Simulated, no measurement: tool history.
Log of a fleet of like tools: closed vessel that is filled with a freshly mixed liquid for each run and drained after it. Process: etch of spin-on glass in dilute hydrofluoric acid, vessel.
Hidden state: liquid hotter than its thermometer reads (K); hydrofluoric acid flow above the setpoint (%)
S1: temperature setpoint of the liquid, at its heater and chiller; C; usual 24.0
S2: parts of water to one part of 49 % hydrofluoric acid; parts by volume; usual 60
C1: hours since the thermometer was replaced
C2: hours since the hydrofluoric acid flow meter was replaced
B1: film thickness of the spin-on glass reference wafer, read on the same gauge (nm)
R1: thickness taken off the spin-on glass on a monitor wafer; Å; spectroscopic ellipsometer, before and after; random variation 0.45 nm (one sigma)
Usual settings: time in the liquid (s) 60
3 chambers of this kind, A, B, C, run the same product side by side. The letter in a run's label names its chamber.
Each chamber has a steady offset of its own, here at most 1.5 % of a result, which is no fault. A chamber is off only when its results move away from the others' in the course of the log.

{"run": "1C", "hour": 4.3, "S1": 24.0, "S2": 60, "time in the liquid (s)": 60, "C1": 1595.4, "C2": 14.5, "B1": 150.01, "R1": 510.02}
{"run": "2A", "hour": 11.0, "S1": 24.0, "S2": 60, "time in the liquid (s)": 60, "C1": 664.5, "C2": 126.6, "B1": 150.06, "R1": 513.38}
{"run": "3B", "hour": 20.3, "S1": 24.0, "S2": 60, "time in the liquid (s)": 60, "C1": 44.5, "C2": 189.6, "B1": 150.03, "R1": 506.12}
{"run": "4B", "hour": 24.7, "S1": 24.0, "S2": 60, "time in the liquid (s)": 60, "C1": 48.9, "C2": 194.0, "B1": 150.01, "R1": 509.79}
{"run": "5A", "hour": 31.2, "S1": 24.0, "S2": 60, "time in the liquid (s)": 60, "C1": 684.7, "C2": 146.8, "B1": 150.0, "R1": 505.41}
{"run": "6C", "hour": 36.0, "S1": 24.0, "S2": 60, "time in the liquid (s)": 60, "C1": 1627.1, "C2": 46.2, "B1": 149.98, "R1": 515.91}
{"run": "7B", "hour": 45.0, "S1": 24.0, "S2": 60, "time in the liquid (s)": 60, "C1": 69.2, "C2": 214.3, "B1": 150.02, "R1": 504.2}
{"run": "8A", "hour": 54.2, "S1": 24.0, "S2": 50, "time in the liquid (s)": 90, "C1": 707.7, "C2": 169.8, "B1": 149.98, "R1": 929.81}
{"run": "9C", "hour": 59.4, "S1": 24.0, "S2": 50, "time in the liquid (s)": 90, "C1": 1650.5, "C2": 69.6, "B1": 150.01, "R1": 919.18}
{"run": "10A", "hour": 68.0, "S1": 24.0, "S2": 50, "time in the liquid (s)": 90, "C1": 721.5, "C2": 183.6, "B1": 150.03, "R1": 935.67}
{"run": "11B", "hour": 76.9, "S1": 24.0, "S2": 60, "time in the liquid (s)": 60, "C1": 101.1, "C2": 246.2, "B1": 150.01, "R1": 505.46}
{"run": "12C", "hour": 84.8, "S1": 24.0, "S2": 60, "time in the liquid (s)": 60, "C1": 1675.9, "C2": 95.0, "B1": 149.99, "R1": 499.56}
{"run": "13A", "hour": 92.9, "S1": 24.0, "S2": 60, "time in the liquid (s)": 60, "C1": 746.4, "C2": 208.5, "B1": 150.01, "R1": 520.72}
{"run": "14C", "hour": 100.2, "S1": 24.0, "S2": 60, "time in the liquid (s)": 60, "C1": 1691.3, "C2": 110.4, "B1": 150.02, "R1": 500.99}
{"run": "15B", "hour": 105.5, "S1": 24.0, "S2": 60, "time in the liquid (s)": 60, "C1": 129.7, "C2": 274.8, "B1": 150.01, "R1": 501.8}
{"run": "16C", "hour": 112.5, "S1": 24.0, "S2": 80, "time in the liquid (s)": 85, "C1": 1703.6, "C2": 122.7, "B1": 149.99, "R1": 527.32}
{"run": "17B", "hour": 119.3, "S1": 24.0, "S2": 80, "time in the liquid (s)": 85, "C1": 143.5, "C2": 288.6, "B1": 149.98, "R1": 519.94}
{"run": "18A", "hour": 125.4, "S1": 24.0, "S2": 80, "time in the liquid (s)": 85, "C1": 778.9, "C2": 241.0, "B1": 150.02, "R1": 538.51}
{"run": "19C", "hour": 132.5, "S1": 24.0, "S2": 60, "time in the liquid (s)": 60, "C1": 1723.6, "C2": 142.7, "B1": 150.01, "R1": 504.61}
{"run": "20A", "hour": 138.8, "S1": 24.0, "S2": 60, "time in the liquid (s)": 60, "C1": 792.3, "C2": 254.4, "B1": 150.02, "R1": 511.06}
{"run": "21B", "hour": 148.0, "S1": 24.0, "S2": 60, "time in the liquid (s)": 60, "C1": 172.2, "C2": 317.3, "B1": 150.0, "R1": 502.63}

All 3 chambers run these settings next. Forecast each chamber's results:
{"run": "22A", "hour": 154.8, "S1": 27.5, "S2": 60, "time in the liquid (s)": 60, "R1": "?"}
{"run": "22B", "hour": 154.8, "S1": 27.5, "S2": 60, "time in the liquid (s)": 60, "R1": "?"}
{"run": "22C", "hour": 154.8, "S1": 27.5, "S2": 60, "time in the liquid (s)": 60, "R1": "?"}

run=22A R1=590.25
run=22B R1=577.23
run=22C R1=590.45

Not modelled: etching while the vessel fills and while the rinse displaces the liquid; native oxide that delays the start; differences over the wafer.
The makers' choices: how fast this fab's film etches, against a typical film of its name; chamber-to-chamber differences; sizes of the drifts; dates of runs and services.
